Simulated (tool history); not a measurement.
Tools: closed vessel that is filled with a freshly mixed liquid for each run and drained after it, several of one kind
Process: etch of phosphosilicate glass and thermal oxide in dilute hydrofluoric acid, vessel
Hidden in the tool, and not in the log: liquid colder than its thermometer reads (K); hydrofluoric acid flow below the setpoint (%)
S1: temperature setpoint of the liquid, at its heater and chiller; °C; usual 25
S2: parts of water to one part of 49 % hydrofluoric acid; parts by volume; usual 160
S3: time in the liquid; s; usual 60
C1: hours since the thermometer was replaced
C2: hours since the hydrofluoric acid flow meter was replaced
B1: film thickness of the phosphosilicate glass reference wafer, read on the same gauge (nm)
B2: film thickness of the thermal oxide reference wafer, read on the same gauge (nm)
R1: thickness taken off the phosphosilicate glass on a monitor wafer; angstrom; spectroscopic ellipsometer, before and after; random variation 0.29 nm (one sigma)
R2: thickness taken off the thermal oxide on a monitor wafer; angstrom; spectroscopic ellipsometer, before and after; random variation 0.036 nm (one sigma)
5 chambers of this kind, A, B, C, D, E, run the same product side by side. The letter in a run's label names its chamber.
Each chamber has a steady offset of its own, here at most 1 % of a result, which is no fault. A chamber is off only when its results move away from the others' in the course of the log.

run,hour,S1,S2,S3,C1,C2,B1,B2,R1,R2
1A,8.7,25,160,60,526.8,985.4,140.01,50.011,549.26,17.922
2B,13.2,25,160,60,640.6,1381.2,140.01,49.997,542.07,17.636
3E,21.6,25,160,60,2127.4,559.5,140,50.011,534.62,17.462
4D,26.2,25,160,60,936.4,680.8,140.04,49.997,536.59,18.366
5C,33.7,25,160,60,1222.6,345.5,140.05,50.018,543.05,17.332
6D,40.4,20.5,125,60,950.6,695,140.01,49.988,607.66,20.349
7A,49.5,20.5,125,60,567.6,1026.2,139.99,50.022,598.84,19.674
8E,55.5,20.5,125,60,2161.3,593.4,139.97,49.998,602.72,19.413
9B,64.3,20.5,125,60,691.7,1432.3,139.98,50.004,610.53,20.48
10C,70.3,20.5,125,60,1259.2,382.1,139.99,50,603.91,19.323
11A,77.6,25,160,60,595.7,1054.3,139.99,50.008,546.73,17.927
12D,86.5,25,160,60,996.7,741.1,139.98,50.023,536,17.707
13B,92.7,25,160,60,720.1,1460.7,139.97,49.997,538.66,17.984
14C,100.7,25,160,60,1289.6,412.5,140.03,50.033,537.6,17.886
15E,105.4,25,160,60,2211.2,643.3,139.98,49.997,537.42,17.737
16D,110.2,28.5,160,60,1020.4,764.8,140.01,49.973,614.07,20.556
17A,119.1,28.5,160,60,637.2,1095.8,139.97,50.007,616.42,20.609
18C,128.5,28.5,160,60,1317.4,440.3,139.99,49.989,617.37,20.293
19E,136.2,28.5,160,60,2242,674.1,139.94,50.008,613.92,19.799
20B,143.9,28.5,160,60,771.3,1511.9,140.03,49.976,618.9,20.311
21A,148.2,25,160,60,666.3,1124.9,140.01,50.01,544.6,17.826
22E,157.1,25,160,60,2262.9,695,140.01,50.014,534.82,17.98
23D,163.3,25,160,60,1073.5,817.9,139.95,49.981,536.13,18.141
24B,169.5,25,160,60,796.9,1537.5,139.98,50.005,538.41,17.492
# hour 170.7: chamber C: thermometer replaced
25C,176.2,25,160,60,5.6,488,140.06,49.982,536.75,18.841
26C,184,25,160,95,13.4,495.8,140.01,50.026,857.21,29.441
27E,191,25,160,95,2296.8,728.9,140,49.998,850.01,27.957
28D,197.3,25,160,95,1107.5,851.9,139.94,50.015,845.89,27.606
29A,202.1,25,160,95,720.2,1178.8,140.04,50.013,857.29,28.695
30B,209.3,25,160,95,836.7,1577.3,139.99,50.009,846.96,28.512
31B,217.4,25,160,60,844.8,1585.4,140.03,49.999,539.55,17.929
32A,224.3,25,160,60,742.4,1201,140,49.994,540.59,18.084
33E,231.7,25,160,60,2337.5,769.6,139.99,49.976,542.39,17.901
34C,238.7,25,160,60,68.1,550.5,140.03,50.011,536.45,18.147

Is one chamber off against the others, does the gauge drift, or is nothing wrong? If a chamber is off, say which, and what the likeliest cause is.

No chamber stands off beyond its own small offset, and the gauge holds steady.

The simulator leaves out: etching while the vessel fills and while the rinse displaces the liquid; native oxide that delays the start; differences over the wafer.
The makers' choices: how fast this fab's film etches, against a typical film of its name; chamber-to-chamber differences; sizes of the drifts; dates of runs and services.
